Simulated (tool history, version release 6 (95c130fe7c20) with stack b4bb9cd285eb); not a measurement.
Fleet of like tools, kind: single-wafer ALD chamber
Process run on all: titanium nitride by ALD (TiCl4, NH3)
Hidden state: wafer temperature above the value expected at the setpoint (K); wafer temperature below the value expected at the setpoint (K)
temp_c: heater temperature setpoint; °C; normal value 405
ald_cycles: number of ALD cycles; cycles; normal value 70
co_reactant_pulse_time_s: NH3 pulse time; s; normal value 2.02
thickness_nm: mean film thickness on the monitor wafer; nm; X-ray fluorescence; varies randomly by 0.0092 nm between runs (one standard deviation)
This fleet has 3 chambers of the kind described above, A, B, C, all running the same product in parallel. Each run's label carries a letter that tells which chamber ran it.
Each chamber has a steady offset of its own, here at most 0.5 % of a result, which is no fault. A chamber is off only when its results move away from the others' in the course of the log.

run   hour  temp_c  ald_cycles  co_reactant_pulse_time_s  hours since the last thermocouple change  read-back reference wafer on the same gauge, thickness_nm  thickness_nm
 1C   15.4     405          70                      2.02                                    1203.4                                                     1.7402        1.5396
 2A   24.3     405          70                      2.02                                     342.3                                                     1.7419        1.5234
 3B   37.0     405          70                      2.02                                     180.6                                                     1.7390        1.5525
 4A   44.6     405          70                      2.02                                     362.6                                                     1.7391        1.5398
 5B   51.9     405          70                      2.02                                     195.5                                                     1.7407        1.5483
 6C   66.6     405          70                      2.02                                    1254.6                                                     1.7414        1.5425
 7A   77.7     410          58                      2.02                                     395.7                                                     1.7390        1.2656
 8C   85.9     410          58                      2.02                                    1273.9                                                     1.7386        1.2982
 9B   93.3     410          58                      2.02                                     236.9                                                     1.7395        1.2755
10C  103.6     405          70                      2.02                                    1291.6                                                     1.7408        1.5516
11A  115.7     405          70                      2.02                                     433.7                                                     1.7411        1.5469
12B  131.0     405          70                      2.02                                     274.6                                                     1.7390        1.5370
13B  141.5     405          70                      2.02                                     285.1                                                     1.7407        1.5449
14C  156.1     405          70                      2.02                                    1344.1                                                     1.7396        1.5592
15A  168.6     405          70                      2.02                                     486.6                                                     1.7363        1.5525
16A  181.5     405          70                      2.02                                     499.5                                                     1.7417        1.5503
17B  192.8     405          70                      2.02                                     336.4                                                     1.7387        1.5421
18C  201.7     412          70                      1.34                                    1389.7                                                     1.7402        1.5164
19B  217.0     412          70                      1.34                                     360.6                                                     1.7405        1.5332
20A  228.5     412          70                      1.34                                     546.5                                                     1.7397        1.5212
21C  239.7     405          70                      2.02                                    1427.7                                                     1.7432        1.5468
22C  253.2     405          70                      2.02                                    1441.2                                                     1.7407        1.5390
23A  260.7     405          70                      2.02                                     578.7                                                     1.7426        1.5422
24B  276.1     405          70                      2.73                                     419.7                                                     1.7419        1.5716
25B  283.4     405          70                      2.73                                     427.0                                                     1.7427        1.5560
26C  297.6     405          70                      2.73                                    1485.6                                                     1.7409        1.5609
27A  308.0     405          70                      2.02                                     626.0                                                     1.7403        1.5434
28B  317.1     405          70                      2.02                                     460.7                                                     1.7384        1.5397
29A  327.6     405          70                      2.02                                     645.6                                                     1.7391        1.5481
30C  340.8     405          70                      2.02                                    1528.8                                                     1.7393        1.5293
31A  351.9     405          70                      2.02                                     669.9                                                     1.7400        1.5446

Does one chamber stand apart from the rest, does the shared gauge drift, or is all well apart from small per-chamber offsets? Give the chamber and the most likely cause, where there is one.

Neither any chamber nor the gauge drifts; the chambers differ only by their own small, steady offsets.
